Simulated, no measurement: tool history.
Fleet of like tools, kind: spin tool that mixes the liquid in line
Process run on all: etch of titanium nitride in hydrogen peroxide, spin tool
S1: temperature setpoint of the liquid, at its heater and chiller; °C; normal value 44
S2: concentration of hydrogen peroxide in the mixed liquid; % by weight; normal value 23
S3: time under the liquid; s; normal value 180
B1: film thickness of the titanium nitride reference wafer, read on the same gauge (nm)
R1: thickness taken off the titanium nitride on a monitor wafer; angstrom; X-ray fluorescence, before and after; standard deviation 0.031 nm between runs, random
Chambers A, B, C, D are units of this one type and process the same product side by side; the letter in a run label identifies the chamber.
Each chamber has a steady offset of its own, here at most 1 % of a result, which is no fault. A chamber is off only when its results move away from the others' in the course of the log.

run   hour    S1    S2   S3      B1      R1
 1B    3.3    44    23  180  109.97  41.824
 2D   10.5    44    23  180  110.02  42.884
 3C   17.8    44    23  180  110.01  42.225
 4A   23.8    44    23  180     110   42.78
 5B   28.2    44    23  180     110  42.116
 6C   33.7    44    23  180  110.01  41.884
      38.8  -- chamber A: peroxide flow meter replaced
 7A   40.5    44    25  180  110.01  43.145
 8D   44.9    44    25  180     110  43.713
 9D   49.1    44    25  180     110  43.376
      51.8  -- chamber A: thermometer replaced
10C   56.4    44    25  180     110   43.28
11B   63.2    44    23  180     110  41.723
12A   70.3    44  17.5  180  110.01   39.34
13A     74    44  17.5  180  110.02  39.074
14C   79.5    44  17.5  180     110  39.527
15D     85    44  17.5  180  110.03  40.133
16B   90.3    44    23  180  109.99  42.027
17A   95.2    44    23  180     110  40.406
18D  100.5  47.5    23  180  110.01  54.763
     100.8  -- chamber D: new drum of peroxide connected
19C  104.3  47.5    23  180  109.99  54.372
20B  111.4  47.5    23  180  109.97  53.926
21B  117.3  47.5    23  180     110  53.949
22D  123.8    44    23  180  110.02  42.373
23C  128.2    44    23  180  109.99  42.015
24A  133.9    44    23  180  109.99  40.339
25B  137.4    44    23  180  109.98  42.477
     137.8  -- chamber D: thermometer replaced
26D  140.7    44    16  260  110.01   56.48
27C  144.5    44    16  260  110.01  55.734
28A  150.8    44    16  260  109.97  53.201
29B  157.3    44    16  260     110  56.349
30D  163.6    44    23  180     110  42.643
31A  168.6    44    23  180     110  40.274
32C  173.1    44    23  180     110  41.725
33A  179.7    44    23  180     110  39.212

Predict what each chamber gives when all 4 of them run the settings below next.
34A   185  44  23  180       ?
34B   185  44  23  180       ?
34C   185  44  23  180       ?
34D   185  44  23  180       ?

run      R1
34A  39.687
34B  42.116
34C  42.089
34D  42.524
